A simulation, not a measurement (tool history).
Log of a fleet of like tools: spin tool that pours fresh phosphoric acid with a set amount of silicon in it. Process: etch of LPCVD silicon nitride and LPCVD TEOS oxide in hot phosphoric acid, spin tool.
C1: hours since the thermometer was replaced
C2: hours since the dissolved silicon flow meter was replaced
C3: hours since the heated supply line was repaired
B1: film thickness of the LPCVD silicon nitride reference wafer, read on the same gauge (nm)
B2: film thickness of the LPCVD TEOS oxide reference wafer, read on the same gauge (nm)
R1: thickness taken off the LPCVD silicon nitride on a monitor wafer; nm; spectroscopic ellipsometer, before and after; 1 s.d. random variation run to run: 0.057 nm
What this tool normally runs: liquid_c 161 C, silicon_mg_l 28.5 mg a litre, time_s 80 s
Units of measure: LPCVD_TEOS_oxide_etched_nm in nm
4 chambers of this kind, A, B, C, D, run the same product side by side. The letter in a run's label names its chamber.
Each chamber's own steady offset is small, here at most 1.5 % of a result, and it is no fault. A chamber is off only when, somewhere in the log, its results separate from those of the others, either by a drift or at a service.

Run 1D, day 0.258: usual settings; C1 782.7; C2 253.8; C3 1509.2; B1 100.010; B2 140.01. Result: R1 5.9862 nm, LPCVD_TEOS_oxide_etched_nm 0.213380 nm.
Run 2C, day 0.496: usual settings; C1 947.0; C2 2401.1; C3 2458.3; B1 100.010; B2 139.98. Result: R1 6.1442 nm, LPCVD_TEOS_oxide_etched_nm 0.261240 nm.
Run 3A, day 0.717: usual settings; C1 1175.5; C2 476.7; C3 2238.7; B1 99.988; B2 139.98. Result: R1 5.9969 nm, LPCVD_TEOS_oxide_etched_nm 0.260750 nm.
Run 4B, day 0.896: usual settings; C1 389.3; C2 734.7; C3 1433.4; B1 100.020; B2 140.00. Result: R1 5.8994 nm, LPCVD_TEOS_oxide_etched_nm 0.324320 nm.
Run 5C, day 1.046: usual settings; C1 960.2; C2 2414.3; C3 2471.5; B1 100.000; B2 140.02. Result: R1 6.0766 nm, LPCVD_TEOS_oxide_etched_nm 0.289880 nm.
Run 6A, day 1.275: usual settings; C1 1188.9; C2 490.1; C3 2252.1; B1 100.020; B2 139.99. Result: R1 6.0021 nm, LPCVD_TEOS_oxide_etched_nm 0.330240 nm.
Run 7B, day 1.517: usual settings but silicon_mg_l 38.5 mg a litre, time_s 125 s; C1 404.2; C2 749.6; C3 1448.3; B1 99.977; B2 140.00. Result: R1 9.4025 nm, LPCVD_TEOS_oxide_etched_nm 0.279940 nm.
Run 8D, day 1.700: usual settings but silicon_mg_l 38.5 mg a litre, time_s 125 s; C1 817.3; C2 288.4; C3 1543.8; B1 99.985; B2 140.01. Result: R1 9.3970 nm, LPCVD_TEOS_oxide_etched_nm 0.333670 nm.
At day 1.742: chamber C: dissolved silicon flow meter replaced.
Run 9B, day 1.854: usual settings but silicon_mg_l 38.5 mg a litre, time_s 125 s; C1 412.3; C2 757.7; C3 1456.4; B1 100.030; B2 139.99. Result: R1 9.5733 nm, LPCVD_TEOS_oxide_etched_nm 0.189400 nm.
Run 10D, day 2.104: usual settings but silicon_mg_l 38.5 mg a litre, time_s 125 s; C1 827.0; C2 298.1; C3 1553.5; B1 99.972; B2 140.00. Result: R1 9.4798 nm, LPCVD_TEOS_oxide_etched_nm 0.193630 nm.
Run 11C, day 2.367: usual settings; C1 991.9; C2 15.1; C3 2503.2; B1 99.980; B2 139.99. Result: R1 6.0960 nm, LPCVD_TEOS_oxide_etched_nm 0.204410 nm.
Run 12A, day 2.546: usual settings; C1 1219.4; C2 520.6; C3 2282.6; B1 100.000; B2 140.02. Result: R1 6.0947 nm, LPCVD_TEOS_oxide_etched_nm 0.256300 nm.
Run 13D, day 2.775: usual settings but silicon_mg_l 15.0 mg a litre, time_s 95 s; C1 843.1; C2 314.2; C3 1569.6; B1 100.030; B2 140.01. Result: R1 7.0573 nm, LPCVD_TEOS_oxide_etched_nm 0.503980 nm.
Run 14C, day 3.004: usual settings but silicon_mg_l 15.0 mg a litre, time_s 95 s; C1 1007.2; C2 30.4; C3 2518.5; B1 100.010; B2 140.00. Result: R1 7.2111 nm, LPCVD_TEOS_oxide_etched_nm 0.389920 nm.
Run 15A, day 3.179: usual settings but silicon_mg_l 15.0 mg a litre, time_s 95 s; C1 1234.6; C2 535.8; C3 2297.8; B1 100.000; B2 140.00. Result: R1 7.1690 nm, LPCVD_TEOS_oxide_etched_nm 0.558880 nm.
Run 16B, day 3.408: usual settings but silicon_mg_l 15.0 mg a litre, time_s 95 s; C1 449.6; C2 795.0; C3 1493.7; B1 99.986; B2 139.99. Result: R1 7.1678 nm, LPCVD_TEOS_oxide_etched_nm 0.434390 nm.
Run 17B, day 3.533: usual settings but liquid_c 162 C, silicon_mg_l 6.5 mg a litre; C1 452.6; C2 798.0; C3 1496.7; B1 100.000; B2 140.00. Result: R1 6.2582 nm, LPCVD_TEOS_oxide_etched_nm 0.472040 nm.
Run 18C, day 3.654: usual settings but liquid_c 162 C, silicon_mg_l 6.5 mg a litre; C1 1022.8; C2 46.0; C3 2534.1; B1 99.996; B2 139.99. Result: R1 6.3110 nm, LPCVD_TEOS_oxide_etched_nm 0.353620 nm.
Run 19D, day 3.775: usual settings but liquid_c 162 C, silicon_mg_l 6.5 mg a litre; C1 867.1; C2 338.2; C3 1593.6; B1 100.010; B2 139.98. Result: R1 6.3392 nm, LPCVD_TEOS_oxide_etched_nm 0.430760 nm.
Run 20A, day 3.946: usual settings but liquid_c 162 C, silicon_mg_l 6.5 mg a litre; C1 1253.0; C2 554.2; C3 2316.2; B1 100.000; B2 140.01. Result: R1 6.2593 nm, LPCVD_TEOS_oxide_etched_nm 0.479890 nm.
Run 21D, day 4.192: usual settings; C1 877.1; C2 348.2; C3 1603.6; B1 100.030; B2 139.99. Result: R1 6.0767 nm, LPCVD_TEOS_oxide_etched_nm 0.290020 nm.
At day 4.200: chamber D: heated supply line repaired.
Run 22B, day 4.383: usual settings; C1 473.0; C2 818.4; C3 1517.1; B1 99.993; B2 139.99. Result: R1 6.0375 nm, LPCVD_TEOS_oxide_etched_nm 0.311490 nm.
Run 23A, day 4.546: usual settings; C1 1267.4; C2 568.6; C3 2330.6; B1 99.998; B2 140.00. Result: R1 5.9773 nm, LPCVD_TEOS_oxide_etched_nm 0.234730 nm.
Run 24C, day 4.779: usual settings; C1 1049.8; C2 73.0; C3 2561.1; B1 99.987; B2 140.01. Result: R1 6.0999 nm, LPCVD_TEOS_oxide_etched_nm 0.295720 nm.
Run 25B, day 5.000: usual settings; C1 487.8; C2 833.2; C3 1531.9; B1 100.020; B2 140.01. Result: R1 6.0751 nm, LPCVD_TEOS_oxide_etched_nm 0.251750 nm.
Run 26A, day 5.238: usual settings; C1 1284.0; C2 585.2; C3 2347.2; B1 99.986; B2 140.01. Result: R1 6.1594 nm, LPCVD_TEOS_oxide_etched_nm 0.230380 nm.
Run 27C, day 5.375: usual settings; C1 1064.1; C2 87.3; C3 2575.4; B1 99.988; B2 140.03. Result: R1 6.1986 nm, LPCVD_TEOS_oxide_etched_nm 0.327500 nm.
Run 28D, day 5.638: usual settings but silicon_mg_l 44.0 mg a litre, time_s 45 s; C1 911.8; C2 382.9; C3 34.6; B1 100.020; B2 139.99. Result: R1 3.3723 nm, LPCVD_TEOS_oxide_etched_nm 0.057559 nm.

Which is it: a chamber that has drifted or been left off by a service, a gauge drift common to all chambers, or only each chamber's usual small offset? If a chamber is off, name it and its likeliest cause.

All chambers stay in line apart from their small fixed offsets, and the gauge does not drift.
